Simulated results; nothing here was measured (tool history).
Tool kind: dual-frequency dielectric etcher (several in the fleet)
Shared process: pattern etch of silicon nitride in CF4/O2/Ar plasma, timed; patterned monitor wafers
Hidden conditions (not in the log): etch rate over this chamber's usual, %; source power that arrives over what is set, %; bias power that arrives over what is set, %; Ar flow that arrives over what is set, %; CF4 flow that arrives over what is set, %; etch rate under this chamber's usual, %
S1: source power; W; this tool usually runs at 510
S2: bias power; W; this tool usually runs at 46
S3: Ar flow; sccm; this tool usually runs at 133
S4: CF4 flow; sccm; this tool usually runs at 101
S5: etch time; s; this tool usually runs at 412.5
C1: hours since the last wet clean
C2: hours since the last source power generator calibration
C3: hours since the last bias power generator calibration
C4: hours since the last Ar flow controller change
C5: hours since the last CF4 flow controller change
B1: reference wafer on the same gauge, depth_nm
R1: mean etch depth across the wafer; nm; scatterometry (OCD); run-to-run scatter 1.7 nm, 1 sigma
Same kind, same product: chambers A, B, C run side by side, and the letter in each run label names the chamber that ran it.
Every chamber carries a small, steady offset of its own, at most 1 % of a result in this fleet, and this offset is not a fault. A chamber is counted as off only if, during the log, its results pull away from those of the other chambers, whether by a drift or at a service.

| run | hour | S1 | S2 | S3 | S4 | S5 | C1 | C2 | C3 | C4 | C5 | B1 | R1 |
|---|---|---|---|---|---|---|---|---|---|---|---|---|---|
| 1B | 13.2 | 510 | 46 | 133 | 101 | 412.5 | 454.8 | 588.8 | 803.5 | 385.1 | 1952.7 | 686.03 | 747.66 |
| 2A | 28.6 | 510 | 46 | 133 | 101 | 412.5 | 419.6 | 1245.6 | 416.6 | 918.8 | 2555.1 | 686.24 | 746.12 |
|  | 38.5 | chamber A: wet clean of the chamber |
| 3C | 43.4 | 510 | 46 | 133 | 101 | 412.5 | 344.7 | 1538.5 | 2238.1 | 549.8 | 1204.1 | 686.08 | 742.18 |
| 4C | 54.4 | 510 | 46 | 133 | 101 | 412.5 | 355.7 | 1549.5 | 2249.1 | 560.8 | 1215.1 | 685.77 | 742.83 |
| 5A | 63.7 | 510 | 46 | 133 | 101 | 412.5 | 25.3 | 1280.7 | 451.7 | 953.9 | 2590.2 | 685.84 | 745.73 |
| 6B | 76.8 | 510 | 46 | 133 | 101 | 412.5 | 518.4 | 652.4 | 867.1 | 448.7 | 2016.3 | 686.03 | 751.97 |
| 7A | 86.9 | 510 | 46 | 133 | 101 | 412.5 | 48.5 | 1303.9 | 474.9 | 977.1 | 2613.4 | 686.22 | 745.14 |
| 8B | 103.1 | 460 | 46 | 133 | 87 | 412.5 | 544.7 | 678.7 | 893.4 | 475 | 2042.6 | 686.11 | 673.62 |
| 9C | 115.2 | 460 | 46 | 133 | 87 | 412.5 | 416.5 | 1610.3 | 2309.9 | 621.6 | 1275.9 | 686.04 | 662.36 |
| 10C | 129.9 | 460 | 46 | 133 | 87 | 412.5 | 431.2 | 1625 | 2324.6 | 636.3 | 1290.6 | 685.95 | 660.58 |
| 11A | 142 | 510 | 46 | 133 | 101 | 412.5 | 103.6 | 1359 | 530 | 1032.2 | 2668.5 | 686.16 | 744.64 |
| 12B | 157.5 | 510 | 46 | 133 | 101 | 412.5 | 599.1 | 733.1 | 947.8 | 529.4 | 2097 | 685.97 | 755.53 |
| 13A | 165.9 | 510 | 46 | 133 | 101 | 412.5 | 127.5 | 1382.9 | 553.9 | 1056.1 | 2692.4 | 686.08 | 746.14 |
| 14C | 180 | 510 | 46 | 133 | 101 | 412.5 | 481.3 | 1675.1 | 2374.7 | 686.4 | 1340.7 | 685.97 | 733.13 |
| 15B | 187.6 | 510 | 46 | 133 | 101 | 412.5 | 629.2 | 763.2 | 977.9 | 559.5 | 2127.1 | 685.61 | 753.15 |
|  | 198.2 | chamber B: wet clean of the chamber |
| 16A | 200.8 | 510 | 46 | 133 | 101 | 412.5 | 162.4 | 1417.8 | 588.8 | 1091 | 2727.3 | 686.09 | 746.25 |
| 17B | 212.1 | 510 | 50 | 133 | 101 | 488 | 14 | 787.7 | 1002.4 | 584 | 2151.6 | 686.19 | 914.06 |
| 18C | 222.1 | 510 | 50 | 133 | 101 | 488 | 523.4 | 1717.2 | 2416.8 | 728.5 | 1382.8 | 685.75 | 892.32 |
| 19A | 230.6 | 510 | 50 | 133 | 101 | 488 | 192.2 | 1447.6 | 618.6 | 1120.8 | 2757.1 | 685.77 | 908.53 |
| 20C | 240.5 | 510 | 46 | 133 | 101 | 412.5 | 541.8 | 1735.6 | 2435.2 | 746.9 | 1401.2 | 686.1 | 726.42 |
| 21B | 250.1 | 510 | 46 | 133 | 101 | 412.5 | 52 | 825.7 | 1040.4 | 622 | 2189.6 | 685.87 | 750.68 |
| 22C | 261.8 | 510 | 46 | 133 | 101 | 412.5 | 563.1 | 1756.9 | 2456.5 | 768.2 | 1422.5 | 686.08 | 728.01 |
| 23B | 277.9 | 510 | 46 | 133 | 101 | 412.5 | 79.8 | 853.5 | 1068.2 | 649.8 | 2217.4 | 686.02 | 753.19 |
| 24A | 288.3 | 560 | 39 | 133 | 101 | 412.5 | 249.9 | 1505.3 | 676.3 | 1178.5 | 2814.8 | 685.65 | 760.79 |
| 25B | 301.3 | 560 | 39 | 133 | 101 | 412.5 | 103.2 | 876.9 | 1091.6 | 673.2 | 2240.8 | 686.32 | 771.94 |
| 26C | 309.9 | 560 | 39 | 133 | 101 | 412.5 | 611.2 | 1805 | 2504.6 | 816.3 | 1470.6 | 686.06 | 740.8 |
| 27A | 319.6 | 510 | 46 | 133 | 101 | 412.5 | 281.2 | 1536.6 | 707.6 | 1209.8 | 2846.1 | 686.3 | 747.73 |
| 28B | 327.9 | 510 | 46 | 133 | 101 | 412.5 | 129.8 | 903.5 | 1118.2 | 699.8 | 2267.4 | 686.24 | 751.48 |
| 29A | 343.6 | 510 | 46 | 133 | 101 | 412.5 | 305.2 | 1560.6 | 731.6 | 1233.8 | 2870.1 | 685.94 | 746.57 |
| 30C | 353.3 | 510 | 46 | 133 | 101 | 412.5 | 654.6 | 1848.4 | 2548 | 859.7 | 1514 | 686.06 | 719.09 |

Each of the 3 chambers runs these same settings next. Fill in every chamber's results:
| 31A | 365.2 | 510 | 46 | 152 | 101 | 412.5 |  |  |  |  |  |  | ? |
| 31B | 365.2 | 510 | 46 | 152 | 101 | 412.5 |  |  |  |  |  |  | ? |
| 31C | 365.2 | 510 | 46 | 152 | 101 | 412.5 |  |  |  |  |  |  | ? |

| run | R1 |
|---|---|
| 31A | 729.99 |
| 31B | 735.48 |
| 31C | 704.88 |
